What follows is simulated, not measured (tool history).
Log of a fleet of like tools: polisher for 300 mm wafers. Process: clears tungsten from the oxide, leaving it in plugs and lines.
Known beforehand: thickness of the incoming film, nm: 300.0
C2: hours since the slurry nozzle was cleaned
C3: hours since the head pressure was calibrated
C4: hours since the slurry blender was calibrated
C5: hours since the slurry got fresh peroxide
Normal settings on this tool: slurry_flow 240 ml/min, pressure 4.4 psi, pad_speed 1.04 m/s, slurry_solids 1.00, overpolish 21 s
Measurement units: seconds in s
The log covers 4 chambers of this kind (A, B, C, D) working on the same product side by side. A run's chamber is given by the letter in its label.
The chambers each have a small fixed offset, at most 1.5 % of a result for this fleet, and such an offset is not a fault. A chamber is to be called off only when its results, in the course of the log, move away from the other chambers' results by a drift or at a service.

At day 0.175: chamber B: worn pad replaced by a new one.
Run 1A, day 0.308: usual settings; wafers polished on this pad 788; C2 309.0; C3 827.4; C4 169.2; C5 29.8. Result: seconds 51.382 s.
Run 2C, day 0.583: usual settings; wafers polished on this pad 813; C2 184.5; C3 940.4; C4 224.9; C5 75.8. Result: seconds 51.475 s.
At day 0.596: chamber B: slurry tank refilled with fresh slurry and peroxide.
At day 0.808: chamber C: worn pad replaced by a new one.
Run 3B, day 0.900: usual settings; wafers polished on this pad 149; C2 246.4; C3 358.9; C4 197.7; C5 7.3. Result: seconds 51.025 s.
Run 4D, day 1.262: usual settings; wafers polished on this pad 935; C2 350.6; C3 718.3; C4 130.3; C5 113.7. Result: seconds 50.879 s.
Run 5D, day 1.488: usual settings; wafers polished on this pad 981; C2 356.0; C3 723.7; C4 135.7; C5 119.1. Result: seconds 51.073 s.
Run 6C, day 1.696: usual settings; wafers polished on this pad 182; C2 211.2; C3 967.1; C4 251.6; C5 102.5. Result: seconds 50.786 s.
At day 1.762: chamber A: slurry tank refilled with fresh slurry and peroxide.
Run 7A, day 1.929: usual settings; wafers polished on this pad 1120; C2 347.9; C3 866.3; C4 208.1; C5 4.1. Result: seconds 50.870 s.
Run 8B, day 2.129: usual settings; wafers polished on this pad 401; C2 275.9; C3 388.4; C4 227.2; C5 36.8. Result: seconds 50.883 s.
Run 9D, day 2.421: usual settings; wafers polished on this pad 1172; C2 378.4; C3 746.1; C4 158.1; C5 141.5. Result: seconds 51.540 s.
At day 2.762: chamber C: slurry tank refilled with fresh slurry and peroxide.
Run 10A, day 2.829: usual settings; wafers polished on this pad 1304; C2 369.5; C3 887.9; C4 229.7; C5 25.7. Result: seconds 52.640 s.
At day 2.988: chamber C: slurry nozzle cleaned.
Run 11C, day 3.021: usual settings; wafers polished on this pad 453; C2 0.8; C3 998.9; C4 283.4; C5 6.2. Result: seconds 50.412 s.
At day 3.146: chamber D: worn pad replaced by a new one.
At day 3.171: chamber A: worn pad replaced by a new one.
At day 3.388: chamber D: slurry tank refilled with fresh slurry and peroxide.
Run 12B, day 3.417: usual settings; wafers polished on this pad 665; C2 306.8; C3 419.3; C4 258.1; C5 67.7. Result: seconds 50.913 s.
At day 3.662: chamber B: slurry blender recalibrated.
At day 3.829: chamber B: worn pad replaced by a new one.
Run 13B, day 3.846: usual settings but pad_speed 1.18 m/s, slurry_solids 0.80; wafers polished on this pad 3; C2 317.1; C3 429.6; C4 4.4; C5 78.0. Result: seconds 48.503 s.
Run 14C, day 4.212: usual settings but pad_speed 1.18 m/s, slurry_solids 0.80; wafers polished on this pad 698; C2 29.4; C3 1027.5; C4 312.0; C5 34.8. Result: seconds 48.536 s.
At day 4.442: chamber A: slurry tank refilled with fresh slurry and peroxide.
Run 15A, day 4.612: usual settings but pad_speed 1.18 m/s, slurry_solids 0.80; wafers polished on this pad 295; C2 412.3; C3 930.7; C4 272.5; C5 4.1. Result: seconds 48.096 s.
At day 4.725: chamber A: slurry nozzle cleaned.
Run 16D, day 5.012: usual settings but pad_speed 1.18 m/s, slurry_solids 0.80; wafers polished on this pad 383; C2 440.6; C3 808.3; C4 220.3; C5 39.0. Result: seconds 47.550 s.
Run 17A, day 5.271: usual settings; wafers polished on this pad 430; C2 13.2; C3 946.5; C4 288.3; C5 19.9. Result: seconds 52.225 s.
At day 5.325: chamber D: slurry blender recalibrated.
At day 5.604: chamber C: worn pad replaced by a new one.
Run 18B, day 5.667: usual settings; wafers polished on this pad 376; C2 360.8; C3 473.3; C4 48.1; C5 121.7. Result: seconds 51.570 s.
Run 19D, day 6.058: usual settings; wafers polished on this pad 597; C2 465.7; C3 833.4; C4 17.6; C5 64.1. Result: seconds 52.297 s.
At day 6.088: chamber A: slurry blender recalibrated.
Run 20C, day 6.367: usual settings; wafers polished on this pad 157; C2 81.1; C3 1079.2; C4 363.7; C5 86.5. Result: seconds 51.742 s.
Run 21C, day 6.738: usual settings; wafers polished on this pad 233; C2 90.0; C3 1088.1; C4 372.6; C5 95.4. Result: seconds 51.190 s.
Run 22A, day 6.942: usual settings; wafers polished on this pad 773; C2 53.3; C3 986.6; C4 20.6; C5 60.0. Result: seconds 51.449 s.
At day 7.138: chamber B: slurry tank refilled with fresh slurry and peroxide.
Run 23B, day 7.212: usual settings; wafers polished on this pad 693; C2 397.9; C3 510.4; C4 85.2; C5 1.9. Result: seconds 53.167 s.
At day 7.350: chamber A: slurry tank refilled with fresh slurry and peroxide.
At day 7.375: chamber B: worn pad replaced by a new one.
Run 24D, day 7.554: usual settings; wafers polished on this pad 904; C2 501.6; C3 869.3; C4 53.5; C5 100.0. Result: seconds 51.632 s.
Run 25A, day 7.821: usual settings; wafers polished on this pad 953; C2 74.4; C3 1007.7; C4 41.7; C5 11.4. Result: seconds 52.395 s.
At day 7.867: chamber C: slurry blender recalibrated.
Run 26C, day 8.212: usual settings; wafers polished on this pad 535; C2 125.4; C3 1123.5; C4 8.4; C5 130.8. Result: seconds 50.923 s.
Run 27B, day 8.562: usual settings; wafers polished on this pad 244; C2 430.3; C3 542.8; C4 117.6; C5 34.3. Result: seconds 53.283 s.
Run 28D, day 8.975: usual settings; wafers polished on this pad 1195; C2 535.7; C3 903.4; C4 87.6; C5 134.1. Result: seconds 51.602 s.
At day 9.279: chamber C: worn pad replaced by a new one.
Run 29C, day 9.329: usual settings; wafers polished on this pad 10; C2 152.2; C3 1150.3; C4 35.2; C5 157.6. Result: seconds 51.559 s.
At day 9.642: chamber A: worn pad replaced by a new one.
Run 30B, day 9.696: usual settings; wafers polished on this pad 476; C2 457.5; C3 570.0; C4 144.8; C5 61.5. Result: seconds 54.331 s.
At day 9.742: chamber C: slurry tank refilled with fresh slurry and peroxide.
Run 31A, day 9.908: usual settings; wafers polished on this pad 54; C2 124.5; C3 1057.8; C4 91.8; C5 61.5. Result: seconds 53.379 s.
At day 9.975: chamber D: slurry tank refilled with fresh slurry and peroxide.
Run 32D, day 10.317: usual settings; wafers polished on this pad 1470; C2 567.9; C3 935.6; C4 119.8; C5 8.3. Result: seconds 50.184 s.
At day 10.325: chamber A: slurry tank refilled with fresh slurry and peroxide.
At day 10.396: chamber D: worn pad replaced by a new one.
Run 33B, day 10.683: usual settings; wafers polished on this pad 679; C2 481.2; C3 593.7; C4 168.5; C5 85.2. Result: seconds 55.875 s.
At day 10.812: chamber B: worn pad replaced by a new one.
Run 34D, day 10.921: usual settings; wafers polished on this pad 108; C2 582.4; C3 950.1; C4 134.3; C5 22.8. Result: seconds 51.043 s.
Run 35A, day 11.204: usual settings; wafers polished on this pad 320; C2 155.6; C3 1088.9; C4 122.9; C5 21.1. Result: seconds 52.067 s.
Run 36C, day 11.425: usual settings; wafers polished on this pad 440; C2 202.5; C3 1200.6; C4 85.5; C5 40.4. Result: seconds 51.634 s.
Run 37B, day 11.783: usual settings; wafers polished on this pad 199; C2 507.6; C3 620.1; C4 194.9; C5 111.6. Result: seconds 55.842 s.
Run 38C, day 12.004: usual settings but slurry_solids 0.85; wafers polished on this pad 558; C2 216.4; C3 1214.5; C4 99.4; C5 54.3. Result: seconds 54.292 s.
Run 39D, day 12.329: usual settings but slurry_solids 0.85; wafers polished on this pad 397; C2 616.2; C3 983.9; C4 168.1; C5 56.6. Result: seconds 53.558 s.
Run 40A, day 12.567: usual settings but slurry_solids 0.85; wafers polished on this pad 599; C2 188.3; C3 1121.6; C4 155.6; C5 53.8. Result: seconds 54.315 s.
Run 41A, day 12.962: usual settings but slurry_solids 0.85; wafers polished on this pad 680; C2 197.8; C3 1131.1; C4 165.1; C5 63.3. Result: seconds 53.775 s.
Run 42C, day 13.242: usual settings but pad_speed 1.18 m/s; wafers polished on this pad 812; C2 246.1; C3 1244.2; C4 129.1; C5 84.0. Result: seconds 44.759 s.
Run 43D, day 13.550: usual settings but pad_speed 1.18 m/s; wafers polished on this pad 647; C2 645.5; C3 1013.2; C4 197.4; C5 85.9. Result: seconds 46.350 s.
Run 44B, day 13.950: usual settings but pad_speed 1.18 m/s; wafers polished on this pad 643; C2 559.6; C3 672.1; C4 246.9; C5 163.6. Result: seconds 50.399 s.

Each of the 4 chambers runs these same settings next. Fill in every chamber's results:
Run 45A, day 14.258: usual settings. Result: seconds ?.
Run 45B, day 14.258: usual settings. Result: seconds ?.
Run 45C, day 14.258: usual settings. Result: seconds ?.
Run 45D, day 14.258: usual settings. Result: seconds ?.

run  seconds
45A   53.307
45B   58.811
45C   53.156
45D   51.070
